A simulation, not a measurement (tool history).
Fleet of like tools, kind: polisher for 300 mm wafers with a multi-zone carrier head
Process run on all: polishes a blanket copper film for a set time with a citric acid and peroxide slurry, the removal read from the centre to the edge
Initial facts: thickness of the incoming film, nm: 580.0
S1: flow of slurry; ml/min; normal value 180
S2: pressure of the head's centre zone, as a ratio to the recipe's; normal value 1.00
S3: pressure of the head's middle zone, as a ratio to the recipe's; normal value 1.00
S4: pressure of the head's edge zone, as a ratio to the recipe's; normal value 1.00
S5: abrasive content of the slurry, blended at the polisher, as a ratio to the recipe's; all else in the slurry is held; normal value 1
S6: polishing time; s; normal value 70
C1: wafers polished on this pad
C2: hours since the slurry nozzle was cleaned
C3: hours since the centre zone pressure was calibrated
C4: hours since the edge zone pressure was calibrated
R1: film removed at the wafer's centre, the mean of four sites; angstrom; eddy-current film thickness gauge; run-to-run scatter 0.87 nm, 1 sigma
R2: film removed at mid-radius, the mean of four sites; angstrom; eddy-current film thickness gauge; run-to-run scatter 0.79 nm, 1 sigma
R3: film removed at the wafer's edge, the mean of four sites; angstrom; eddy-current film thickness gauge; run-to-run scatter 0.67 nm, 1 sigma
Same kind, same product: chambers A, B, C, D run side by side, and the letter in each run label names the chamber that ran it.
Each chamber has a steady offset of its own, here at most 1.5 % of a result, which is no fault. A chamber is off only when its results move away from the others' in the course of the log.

{"day": 0.029, "done": "chamber D: worn pad replaced by a new one"}
{"run": "1A", "day": 0.508, "S1": 180, "S2": 1.0, "S3": 1.0, "S4": 1.0, "S5": 1, "S6": 70, "C1": 554, "C2": 792.1, "C3": 361.9, "C4": 588.9, "R1": 1051.2, "R2": 1058.0, "R3": 1045.9}
{"day": 0.783, "done": "chamber A: worn pad replaced by a new one"}
{"run": "2C", "day": 0.896, "S1": 180, "S2": 1.0, "S3": 1.0, "S4": 1.0, "S5": 1, "S6": 70, "C1": 622, "C2": 190.0, "C3": 889.2, "C4": 41.5, "R1": 1041.6, "R2": 1069.8, "R3": 1054.1}
{"day": 1.192, "done": "chamber A: slurry nozzle cleaned"}
{"run": "3D", "day": 1.421, "S1": 180, "S2": 1.0, "S3": 1.0, "S4": 1.0, "S5": 1, "S6": 70, "C1": 405, "C2": 71.1, "C3": 818.3, "C4": 595.7, "R1": 1052.4, "R2": 1044.7, "R3": 1052.2}
{"run": "4B", "day": 1.683, "S1": 180, "S2": 1.0, "S3": 1.0, "S4": 1.0, "S5": 1, "S6": 70, "C1": 538, "C2": 256.9, "C3": 365.9, "C4": 297.1, "R1": 1039.3, "R2": 1059.5, "R3": 1056.4}
{"day": 1.858, "done": "chamber B: worn pad replaced by a new one"}
{"day": 1.962, "done": "chamber C: worn pad replaced by a new one"}
{"run": "5B", "day": 1.996, "S1": 180, "S2": 1.0, "S3": 1.0, "S4": 1.0, "S5": 1, "S6": 70, "C1": 40, "C2": 264.4, "C3": 373.4, "C4": 304.6, "R1": 1056.4, "R2": 1052.2, "R3": 1054.9}
{"run": "6C", "day": 2.275, "S1": 180, "S2": 1.0, "S3": 1.0, "S4": 1.0, "S5": 1, "S6": 70, "C1": 92, "C2": 223.1, "C3": 922.3, "C4": 74.6, "R1": 1029.5, "R2": 1052.4, "R3": 1043.9}
{"day": 2.708, "done": "chamber D: worn pad replaced by a new one"}
{"run": "7A", "day": 2.762, "S1": 180, "S2": 1.0, "S3": 1.0, "S4": 1.0, "S5": 1, "S6": 70, "C1": 576, "C2": 37.7, "C3": 416.0, "C4": 643.0, "R1": 1026.8, "R2": 1042.0, "R3": 1044.3}
{"run": "8D", "day": 3.046, "S1": 180, "S2": 1.0, "S3": 0.96, "S4": 1.0, "S5": 1, "S6": 70, "C1": 98, "C2": 110.1, "C3": 857.3, "C4": 634.7, "R1": 1067.4, "R2": 1001.2, "R3": 1047.2}
{"day": 3.279, "done": "chamber A: worn pad replaced by a new one"}
{"run": "9D", "day": 3.521, "S1": 180, "S2": 1.0, "S3": 0.96, "S4": 1.0, "S5": 1, "S6": 70, "C1": 237, "C2": 121.5, "C3": 868.7, "C4": 646.1, "R1": 1042.6, "R2": 1000.6, "R3": 1061.8}
{"run": "10B", "day": 3.779, "S1": 180, "S2": 1.0, "S3": 0.96, "S4": 1.0, "S5": 1, "S6": 70, "C1": 559, "C2": 307.2, "C3": 416.2, "C4": 347.4, "R1": 1033.0, "R2": 1014.4, "R3": 1044.0}
{"day": 4.004, "done": "chamber B: worn pad replaced by a new one"}
{"run": "11C", "day": 4.146, "S1": 180, "S2": 1.0, "S3": 0.96, "S4": 1.0, "S5": 1, "S6": 70, "C1": 636, "C2": 268.0, "C3": 967.2, "C4": 119.5, "R1": 1043.7, "R2": 1015.3, "R3": 1036.8}
{"day": 4.542, "done": "chamber B: slurry nozzle cleaned"}
{"day": 4.633, "done": "chamber C: worn pad replaced by a new one"}
{"run": "12A", "day": 4.692, "S1": 180, "S2": 1.0, "S3": 1.0, "S4": 0.94, "S5": 1, "S6": 70, "C1": 411, "C2": 84.0, "C3": 462.3, "C4": 689.3, "R1": 1046.2, "R2": 1058.3, "R3": 1010.9}
{"run": "13B", "day": 4.954, "S1": 180, "S2": 1.0, "S3": 1.0, "S4": 0.94, "S5": 1, "S6": 70, "C1": 276, "C2": 9.9, "C3": 444.4, "C4": 375.6, "R1": 1040.6, "R2": 1058.3, "R3": 1034.8}
{"day": 5.183, "done": "chamber D: centre zone pressure recalibrated"}
{"run": "14D", "day": 5.212, "S1": 180, "S2": 1.0, "S3": 1.0, "S4": 0.94, "S5": 1, "S6": 70, "C1": 729, "C2": 162.1, "C3": 0.7, "C4": 686.7, "R1": 1140.1, "R2": 1045.1, "R3": 1016.1}
{"day": 5.35, "done": "chamber D: worn pad replaced by a new one"}
{"day": 5.388, "done": "chamber A: worn pad replaced by a new one"}
{"run": "15C", "day": 5.546, "S1": 180, "S2": 1.0, "S3": 1.0, "S4": 0.94, "S5": 1, "S6": 70, "C1": 266, "C2": 301.6, "C3": 1000.8, "C4": 153.1, "R1": 1044.6, "R2": 1049.3, "R3": 1022.7}
{"run": "16A", "day": 6.088, "S1": 180, "S2": 1.0, "S3": 1.0, "S4": 1.0, "S5": 1, "S6": 70, "C1": 203, "C2": 117.5, "C3": 495.8, "C4": 722.8, "R1": 1041.8, "R2": 1044.4, "R3": 1045.2}
{"run": "17A", "day": 6.512, "S1": 180, "S2": 1.0, "S3": 1.0, "S4": 1.0, "S5": 1, "S6": 70, "C1": 327, "C2": 127.7, "C3": 506.0, "C4": 733.0, "R1": 1032.0, "R2": 1049.4, "R3": 1040.5}
{"day": 6.646, "done": "chamber B: worn pad replaced by a new one"}
{"run": "18B", "day": 6.975, "S1": 120, "S2": 1.0, "S3": 1.0, "S4": 1.0, "S5": 1, "S6": 70, "C1": 96, "C2": 58.4, "C3": 492.9, "C4": 424.1, "R1": 943.72, "R2": 980.17, "R3": 1008.6}
{"run": "19D", "day": 7.458, "S1": 120, "S2": 1.0, "S3": 1.0, "S4": 1.0, "S5": 1, "S6": 70, "C1": 613, "C2": 216.0, "C3": 54.6, "C4": 740.6, "R1": 1030.9, "R2": 970.05, "R3": 985.68}
{"day": 7.533, "done": "chamber C: worn pad replaced by a new one"}
{"day": 7.738, "done": "chamber A: worn pad replaced by a new one"}
{"run": "20C", "day": 7.842, "S1": 120, "S2": 1.0, "S3": 1.0, "S4": 1.0, "S5": 1, "S6": 70, "C1": 90, "C2": 356.7, "C3": 1055.9, "C4": 208.2, "R1": 962.42, "R2": 978.17, "R3": 982.43}
{"day": 8.204, "done": "chamber D: worn pad replaced by a new one"}
{"run": "21B", "day": 8.408, "S1": 120, "S2": 1.0, "S3": 1.0, "S4": 1.0, "S5": 1, "S6": 70, "C1": 513, "C2": 92.8, "C3": 527.3, "C4": 458.5, "R1": 959.19, "R2": 960.44, "R3": 996.78}
{"day": 8.45, "done": "chamber C: centre zone pressure recalibrated"}
{"day": 8.75, "done": "chamber B: worn pad replaced by a new one"}
{"run": "22C", "day": 8.75, "S1": 180, "S2": 1.0, "S3": 1.0, "S4": 1.0, "S5": 1, "S6": 70, "C1": 354, "C2": 378.5, "C3": 7.2, "C4": 230.0, "R1": 1041.0, "R2": 1059.8, "R3": 1048.7}
{"run": "23A", "day": 9.262, "S1": 180, "S2": 1.0, "S3": 1.0, "S4": 1.0, "S5": 1, "S6": 70, "C1": 444, "C2": 193.7, "C3": 572.0, "C4": 799.0, "R1": 1040.4, "R2": 1046.9, "R3": 1037.4}
{"run": "24D", "day": 9.592, "S1": 180, "S2": 1.0, "S3": 1.0, "S4": 1.0, "S5": 1, "S6": 70, "C1": 404, "C2": 267.2, "C3": 105.8, "C4": 791.8, "R1": 1132.0, "R2": 1050.4, "R3": 1069.3}
{"day": 10.021, "done": "chamber C: slurry nozzle cleaned"}
{"run": "25D", "day": 10.058, "S1": 180, "S2": 1.0, "S3": 1.0, "S4": 1.0, "S5": 1, "S6": 70, "C1": 539, "C2": 278.4, "C3": 117.0, "C4": 803.0, "R1": 1135.5, "R2": 1063.3, "R3": 1052.4}
{"day": 10.162, "done": "chamber A: worn pad replaced by a new one"}
{"run": "26C", "day": 10.375, "S1": 180, "S2": 0.96, "S3": 1.0, "S4": 1.0, "S5": 1, "S6": 78, "C1": 827, "C2": 8.5, "C3": 46.2, "C4": 269.0, "R1": 1101.7, "R2": 1175.3, "R3": 1154.8}
{"run": "27A", "day": 10.625, "S1": 180, "S2": 0.96, "S3": 1.0, "S4": 1.0, "S5": 1, "S6": 78, "C1": 135, "C2": 226.4, "C3": 604.7, "C4": 831.7, "R1": 1102.0, "R2": 1183.8, "R3": 1151.9}
{"run": "28B", "day": 10.921, "S1": 180, "S2": 0.96, "S3": 1.0, "S4": 1.0, "S5": 1, "S6": 78, "C1": 632, "C2": 153.1, "C3": 587.6, "C4": 518.8, "R1": 1110.0, "R2": 1170.8, "R3": 1187.1}
{"day": 11.017, "done": "chamber D: worn pad replaced by a new one"}
{"day": 11.242, "done": "chamber B: worn pad replaced by a new one"}
{"run": "29D", "day": 11.492, "S1": 180, "S2": 0.96, "S3": 1.0, "S4": 1.0, "S5": 1, "S6": 78, "C1": 138, "C2": 312.8, "C3": 151.4, "C4": 837.4, "R1": 1208.9, "R2": 1170.8, "R3": 1167.2}
{"run": "30B", "day": 11.767, "S1": 180, "S2": 1.0, "S3": 1.0, "S4": 1.0, "S5": 1, "S6": 70, "C1": 153, "C2": 173.4, "C3": 607.9, "C4": 539.1, "R1": 1037.8, "R2": 1066.5, "R3": 1060.1}

Which is it: a chamber that has drifted or been left off by a service, a gauge drift common to all chambers, or only each chamber's usual small offset? If a chamber is off, name it and its likeliest cause.

A service left chamber D off against the others.
Cause: centre zone's pressure above its setpoint, % = 7.31.

Below are 4 candidate recipes for chamber D's next run, each the usual settings with a change, their results shown as question marks. Which of them brings D's results back in line with what the other chambers give on the usual settings?
In line here means within this much of the mean the other chambers give on the usual settings: R1 30.00 angstrom; R2 28.00 angstrom; R3 24.00 angstrom
{"run": "31D-1", "day": 12.179, "S1": 185, "S2": 1.06, "S3": 0.98, "S4": 0.98, "S5": 1, "S6": 71, "R1": "?", "R2": "?", "R3": "?"}
{"run": "31D-2", "day": 12.179, "S1": 180, "S2": 0.97, "S3": 1.01, "S4": 1.01, "S5": 1, "S6": 70, "R1": "?", "R2": "?", "R3": "?"}
{"run": "31D-3", "day": 12.179, "S1": 175, "S2": 0.94, "S3": 1.02, "S4": 1.02, "S5": 1, "S6": 69, "R1": "?", "R2": "?", "R3": "?"}
{"run": "31D-4", "day": 12.179, "S1": 180, "S2": 1.03, "S3": 0.99, "S4": 0.99, "S5": 1, "S6": 70, "R1": "?", "R2": "?", "R3": "?"}

The mean the other chambers reach with the usual settings: R1 1041.50 angstrom; R2 1057.00 angstrom; R3 1048.50 angstrom
run=31D-1 R1=1231.60 R2=1052.60 R3=1058.70
run=31D-2 R1=1097.10 R2=1062.50 R3=1056.30
run=31D-3 R1=1039.50 R2=1052.00 R3=1042.90
run=31D-4 R1=1171.30 R2=1043.00 R3=1045.70
It is 31D-3 that realigns the chamber with its peers.

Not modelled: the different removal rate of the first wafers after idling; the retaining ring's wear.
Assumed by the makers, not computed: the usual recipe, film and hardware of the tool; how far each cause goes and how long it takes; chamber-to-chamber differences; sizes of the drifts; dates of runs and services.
